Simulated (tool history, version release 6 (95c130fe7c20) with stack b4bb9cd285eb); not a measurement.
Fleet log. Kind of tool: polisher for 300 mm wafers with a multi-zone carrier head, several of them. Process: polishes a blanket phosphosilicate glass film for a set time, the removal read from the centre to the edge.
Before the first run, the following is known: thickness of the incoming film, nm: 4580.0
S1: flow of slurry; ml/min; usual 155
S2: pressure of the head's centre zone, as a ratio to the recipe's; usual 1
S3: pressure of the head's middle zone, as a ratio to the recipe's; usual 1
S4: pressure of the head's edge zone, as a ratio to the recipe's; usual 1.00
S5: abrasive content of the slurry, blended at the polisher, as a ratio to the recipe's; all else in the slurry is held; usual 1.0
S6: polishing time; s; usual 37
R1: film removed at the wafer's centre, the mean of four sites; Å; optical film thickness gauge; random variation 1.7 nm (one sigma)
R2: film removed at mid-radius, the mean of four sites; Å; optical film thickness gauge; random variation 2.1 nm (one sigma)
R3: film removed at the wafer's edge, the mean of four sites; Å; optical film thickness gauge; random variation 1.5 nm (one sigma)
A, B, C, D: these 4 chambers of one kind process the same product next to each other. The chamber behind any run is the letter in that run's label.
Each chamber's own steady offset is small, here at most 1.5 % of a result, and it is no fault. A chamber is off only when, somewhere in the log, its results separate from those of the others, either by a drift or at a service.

{"run": "1C", "hour": 5.2, "S1": 155, "S2": 1, "S3": 1, "S4": 1.0, "S5": 1.0, "S6": 37, "R1": 2164.2, "R2": 2161.9, "R3": 2209.5}
{"run": "2D", "hour": 10.4, "S1": 155, "S2": 1, "S3": 1, "S4": 1.0, "S5": 1.0, "S6": 37, "R1": 2231.2, "R2": 2188.7, "R3": 2216.6}
{"hour": 16.2, "done": "chamber C: worn pad replaced by a new one"}
{"run": "3B", "hour": 17.5, "S1": 155, "S2": 1, "S3": 1, "S4": 1.0, "S5": 1.0, "S6": 37, "R1": 2197.1, "R2": 2196.9, "R3": 2188.6}
{"hour": 18.4, "done": "chamber B: worn pad replaced by a new one"}
{"run": "4A", "hour": 24.0, "S1": 155, "S2": 1, "S3": 1, "S4": 1.0, "S5": 1.0, "S6": 37, "R1": 2182.4, "R2": 2146.3, "R3": 2173.3}
{"run": "5C", "hour": 27.9, "S1": 155, "S2": 1, "S3": 1, "S4": 1.0, "S5": 1.0, "S6": 37, "R1": 2129.7, "R2": 2215.7, "R3": 2219.0}
{"hour": 31.1, "done": "chamber A: worn pad replaced by a new one"}
{"run": "6D", "hour": 33.8, "S1": 155, "S2": 1, "S3": 1, "S4": 1.0, "S5": 1.0, "S6": 37, "R1": 2160.1, "R2": 2189.5, "R3": 2184.3}
{"run": "7B", "hour": 41.2, "S1": 155, "S2": 1, "S3": 1, "S4": 1.0, "S5": 1.0, "S6": 37, "R1": 2223.1, "R2": 2213.2, "R3": 2182.9}
{"run": "8A", "hour": 48.7, "S1": 155, "S2": 1, "S3": 1, "S4": 1.0, "S5": 1.0, "S6": 37, "R1": 2161.0, "R2": 2162.7, "R3": 2181.0}
{"run": "9A", "hour": 52.1, "S1": 155, "S2": 1, "S3": 1, "S4": 1.0, "S5": 1.0, "S6": 37, "R1": 2206.7, "R2": 2193.1, "R3": 2172.4}
{"run": "10C", "hour": 57.9, "S1": 155, "S2": 1, "S3": 1, "S4": 1.0, "S5": 1.0, "S6": 37, "R1": 2147.6, "R2": 2193.6, "R3": 2190.4}
{"run": "11B", "hour": 64.7, "S1": 155, "S2": 1, "S3": 1, "S4": 1.11, "S5": 1.0, "S6": 37, "R1": 2206.6, "R2": 2190.2, "R3": 2339.6}
{"run": "12D", "hour": 72.0, "S1": 155, "S2": 1, "S3": 1, "S4": 1.11, "S5": 1.0, "S6": 37, "R1": 2150.0, "R2": 2140.4, "R3": 2270.6}
{"run": "13D", "hour": 77.1, "S1": 155, "S2": 1, "S3": 1, "S4": 1.11, "S5": 1.0, "S6": 37, "R1": 2144.8, "R2": 2117.7, "R3": 2266.9}
{"run": "14B", "hour": 81.2, "S1": 155, "S2": 1, "S3": 1, "S4": 1.11, "S5": 1.0, "S6": 37, "R1": 2222.1, "R2": 2226.3, "R3": 2331.3}
{"hour": 81.8, "done": "chamber A: worn pad replaced by a new one"}
{"run": "15A", "hour": 87.8, "S1": 155, "S2": 1, "S3": 1, "S4": 1.0, "S5": 1.0, "S6": 37, "R1": 2201.3, "R2": 2162.0, "R3": 2182.0}
{"run": "16C", "hour": 91.2, "S1": 155, "S2": 1, "S3": 1, "S4": 1.0, "S5": 1.0, "S6": 37, "R1": 2157.2, "R2": 2160.3, "R3": 2224.9}
{"run": "17B", "hour": 96.6, "S1": 155, "S2": 1, "S3": 1, "S4": 1.0, "S5": 1.0, "S6": 37, "R1": 2201.8, "R2": 2169.2, "R3": 2226.7}
{"run": "18A", "hour": 103.3, "S1": 155, "S2": 1, "S3": 1, "S4": 1.0, "S5": 1.0, "S6": 37, "R1": 2197.3, "R2": 2236.7, "R3": 2190.9}
{"run": "19D", "hour": 108.3, "S1": 155, "S2": 1, "S3": 1, "S4": 1.0, "S5": 1.0, "S6": 37, "R1": 2103.5, "R2": 2136.6, "R3": 2111.6}
{"hour": 112.9, "done": "chamber B: worn pad replaced by a new one"}
{"run": "20C", "hour": 114.1, "S1": 155, "S2": 1, "S3": 1, "S4": 1.0, "S5": 1.0, "S6": 37, "R1": 2168.1, "R2": 2202.4, "R3": 2206.0}
{"run": "21D", "hour": 119.1, "S1": 155, "S2": 1, "S3": 1, "S4": 1.0, "S5": 1.0, "S6": 37, "R1": 2114.1, "R2": 2117.4, "R3": 2109.1}
{"hour": 122.2, "done": "chamber C: worn pad replaced by a new one"}
{"run": "22C", "hour": 122.9, "S1": 155, "S2": 1, "S3": 1, "S4": 1.0, "S5": 1.0, "S6": 37, "R1": 2142.4, "R2": 2175.8, "R3": 2197.8}
{"run": "23A", "hour": 128.4, "S1": 155, "S2": 1, "S3": 1, "S4": 1.0, "S5": 1.0, "S6": 37, "R1": 2192.4, "R2": 2171.8, "R3": 2201.0}
{"hour": 130.6, "done": "chamber C: slurry nozzle cleaned"}
{"run": "24B", "hour": 135.0, "S1": 155, "S2": 1, "S3": 1, "S4": 1.04, "S5": 1.0, "S6": 25, "R1": 1490.8, "R2": 1502.6, "R3": 1514.5}
{"run": "25A", "hour": 141.9, "S1": 155, "S2": 1, "S3": 1, "S4": 1.04, "S5": 1.0, "S6": 25, "R1": 1477.2, "R2": 1496.6, "R3": 1499.3}
{"run": "26B", "hour": 145.9, "S1": 155, "S2": 1, "S3": 1, "S4": 1.04, "S5": 1.0, "S6": 25, "R1": 1485.2, "R2": 1500.7, "R3": 1516.6}
{"run": "27C", "hour": 149.9, "S1": 155, "S2": 1, "S3": 1, "S4": 1.04, "S5": 1.0, "S6": 25, "R1": 1451.8, "R2": 1500.7, "R3": 1533.1}
{"run": "28D", "hour": 154.0, "S1": 155, "S2": 1, "S3": 1, "S4": 1.0, "S5": 1.0, "S6": 37, "R1": 2088.5, "R2": 2046.6, "R3": 2078.3}
{"run": "29C", "hour": 157.4, "S1": 155, "S2": 1, "S3": 1, "S4": 1.0, "S5": 1.0, "S6": 37, "R1": 2171.8, "R2": 2223.0, "R3": 2198.3}
{"run": "30B", "hour": 161.9, "S1": 155, "S2": 1, "S3": 1, "S4": 1.0, "S5": 0.8, "S6": 37, "R1": 1977.6, "R2": 1959.1, "R3": 1958.3}

Is one chamber out of step, is the gauge drifting, or do the chambers differ by no more than their own small offsets? For an off chamber, give its letter and the likeliest cause.

One chamber, D, drifts off from the rest bit by bit.
Likeliest cause: removal rate lost through wear of the pad, % = 5.79.
Not necessarily distinguishable in this log from: slurry flow missing at the pad, %.

Below are 4 candidate recipes for chamber D's next run, each the usual settings with a change, their results shown as question marks. Which of them brings D's results back in line with what the other chambers give on the usual settings?
In line means no further than this from the other chambers' mean on the usual settings: R1 59.0 Å; R2 72.0 Å; R3 53.0 Å
{"run": "31D-1", "hour": 167.3, "S1": 160, "S2": 1.01, "S3": 1, "S4": 1.0, "S5": 1.05, "S6": 40, "R1": "?", "R2": "?", "R3": "?"}
{"run": "31D-2", "hour": 167.3, "S1": 155, "S2": 1.01, "S3": 1, "S4": 1.0, "S5": 1.0, "S6": 39, "R1": "?", "R2": "?", "R3": "?"}
{"run": "31D-3", "hour": 167.3, "S1": 155, "S2": 1.0, "S3": 1, "S4": 1.0, "S5": 1.0, "S6": 35, "R1": "?", "R2": "?", "R3": "?"}
{"run": "31D-4", "hour": 167.3, "S1": 155, "S2": 0.99, "S3": 1, "S4": 1.0, "S5": 0.95, "S6": 34, "R1": "?", "R2": "?", "R3": "?"}

Usual-settings mean across the other chambers: R1 2194.1 Å; R2 2198.2 Å; R3 2194.9 Å
run=31D-1 R1=2316.1 R2=2312.2 R3=2298.4
run=31D-2 R1=2194.3 R2=2192.3 R3=2182.9
run=31D-3 R1=1948.1 R2=1967.6 R3=1959.0
run=31D-4 R1=1828.0 R2=1866.6 R3=1858.3
31D-2 is the one that brings the chamber's results back in line with the other chambers.
